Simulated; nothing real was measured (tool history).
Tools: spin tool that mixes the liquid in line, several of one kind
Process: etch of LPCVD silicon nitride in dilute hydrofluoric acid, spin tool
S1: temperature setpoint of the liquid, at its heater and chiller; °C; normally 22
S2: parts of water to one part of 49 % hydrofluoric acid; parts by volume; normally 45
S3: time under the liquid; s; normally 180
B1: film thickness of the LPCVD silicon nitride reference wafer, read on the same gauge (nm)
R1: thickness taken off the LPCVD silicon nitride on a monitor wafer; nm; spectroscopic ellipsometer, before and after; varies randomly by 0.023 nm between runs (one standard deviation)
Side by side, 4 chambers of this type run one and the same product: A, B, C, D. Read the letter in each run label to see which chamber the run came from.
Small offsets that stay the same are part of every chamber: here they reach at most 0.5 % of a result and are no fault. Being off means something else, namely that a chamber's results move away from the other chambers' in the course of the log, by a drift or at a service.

run 1B hour=4 | S1=22 S2=45 S3=180 | B1=29.995 | R1=1.9323
run 2A hour=6.9 | S1=22 S2=45 S3=180 | B1=29.991 | R1=1.9067
run 3D hour=9.3 | S1=22 S2=45 S3=180 | B1=30.032 | R1=1.9037
-- hour=11.4 chamber D: hydrofluoric acid flow meter replaced
run 4C hour=12.4 | S1=22 S2=45 S3=180 | B1=30.013 | R1=1.8832
run 5D hour=16.3 | S1=22 S2=45 S3=180 | B1=29.995 | R1=1.9106
run 6A hour=20.6 | S1=22 S2=45 S3=180 | B1=29.99 | R1=1.9623
run 7C hour=23.4 | S1=22 S2=45 S3=180 | B1=30.029 | R1=1.8535
run 8B hour=27.5 | S1=22 S2=30 S3=230 | B1=30.02 | R1=3.7313
run 9C hour=31.1 | S1=22 S2=30 S3=230 | B1=29.981 | R1=3.5524
run 10A hour=33.5 | S1=22 S2=30 S3=230 | B1=29.994 | R1=3.6595
-- hour=34.4 chamber B: hydrofluoric acid flow meter replaced
run 11B hour=37.8 | S1=22 S2=30 S3=230 | B1=30.004 | R1=3.5902
run 12D hour=40.5 | S1=22 S2=45 S3=180 | B1=29.996 | R1=1.9483
run 13C hour=44.1 | S1=22 S2=45 S3=180 | B1=29.978 | R1=1.9158
run 14B hour=46.5 | S1=22 S2=45 S3=180 | B1=29.962 | R1=1.8899
run 15D hour=48.6 | S1=22 S2=45 S3=180 | B1=30 | R1=1.9166
run 16A hour=51.9 | S1=26 S2=45 S3=125 | B1=30.038 | R1=1.7754
run 17D hour=55 | S1=26 S2=45 S3=125 | B1=29.998 | R1=1.7466
run 18C hour=59.5 | S1=26 S2=45 S3=125 | B1=30.02 | R1=1.7272
run 19A hour=63.7 | S1=26 S2=45 S3=125 | B1=30.019 | R1=1.7117
run 20B hour=66.4 | S1=22 S2=45 S3=180 | B1=30.017 | R1=1.8883
run 21C hour=69.8 | S1=22 S2=45 S3=180 | B1=29.969 | R1=1.9749
run 22B hour=74.2 | S1=22 S2=45 S3=180 | B1=29.972 | R1=1.9086
run 23D hour=78.7 | S1=22 S2=45 S3=180 | B1=30.005 | R1=1.8808
run 24A hour=83.1 | S1=22 S2=45 S3=180 | B1=29.995 | R1=1.9064
run 25D hour=85.7 | S1=22 S2=45 S3=180 | B1=30.001 | R1=1.9301
run 26C hour=88.5 | S1=26 S2=45 S3=235 | B1=29.999 | R1=3.3932
run 27A hour=92.4 | S1=26 S2=45 S3=235 | B1=30.018 | R1=3.223
run 28B hour=96.4 | S1=26 S2=45 S3=235 | B1=30.043 | R1=3.286
run 29D hour=99.9 | S1=26 S2=45 S3=235 | B1=30.033 | R1=3.2028
run 30C hour=102.4 | S1=22 S2=45 S3=180 | B1=29.988 | R1=2.059
run 31B hour=104.9 | S1=22 S2=45 S3=180 | B1=30.04 | R1=1.8885
run 32A hour=107.7 | S1=22 S2=55 S3=180 | B1=29.986 | R1=1.5385
run 33B hour=112.2 | S1=22 S2=55 S3=180 | B1=30.002 | R1=1.5685
run 34C hour=114.8 | S1=22 S2=55 S3=180 | B1=30.003 | R1=1.7384
run 35A hour=117 | S1=22 S2=55 S3=180 | B1=30.025 | R1=1.549

For the next run the whole fleet of 4 chambers uses the same settings. Give each chamber's results:
run 36A hour=120.3 | S1=22 S2=45 S3=180 | R1=?
run 36B hour=120.3 | S1=22 S2=45 S3=180 | R1=?
run 36C hour=120.3 | S1=22 S2=45 S3=180 | R1=?
run 36D hour=120.3 | S1=22 S2=45 S3=180 | R1=?

run=36A R1=1.9099
run=36B R1=1.8831
run=36C R1=2.0711
run=36D R1=1.9325

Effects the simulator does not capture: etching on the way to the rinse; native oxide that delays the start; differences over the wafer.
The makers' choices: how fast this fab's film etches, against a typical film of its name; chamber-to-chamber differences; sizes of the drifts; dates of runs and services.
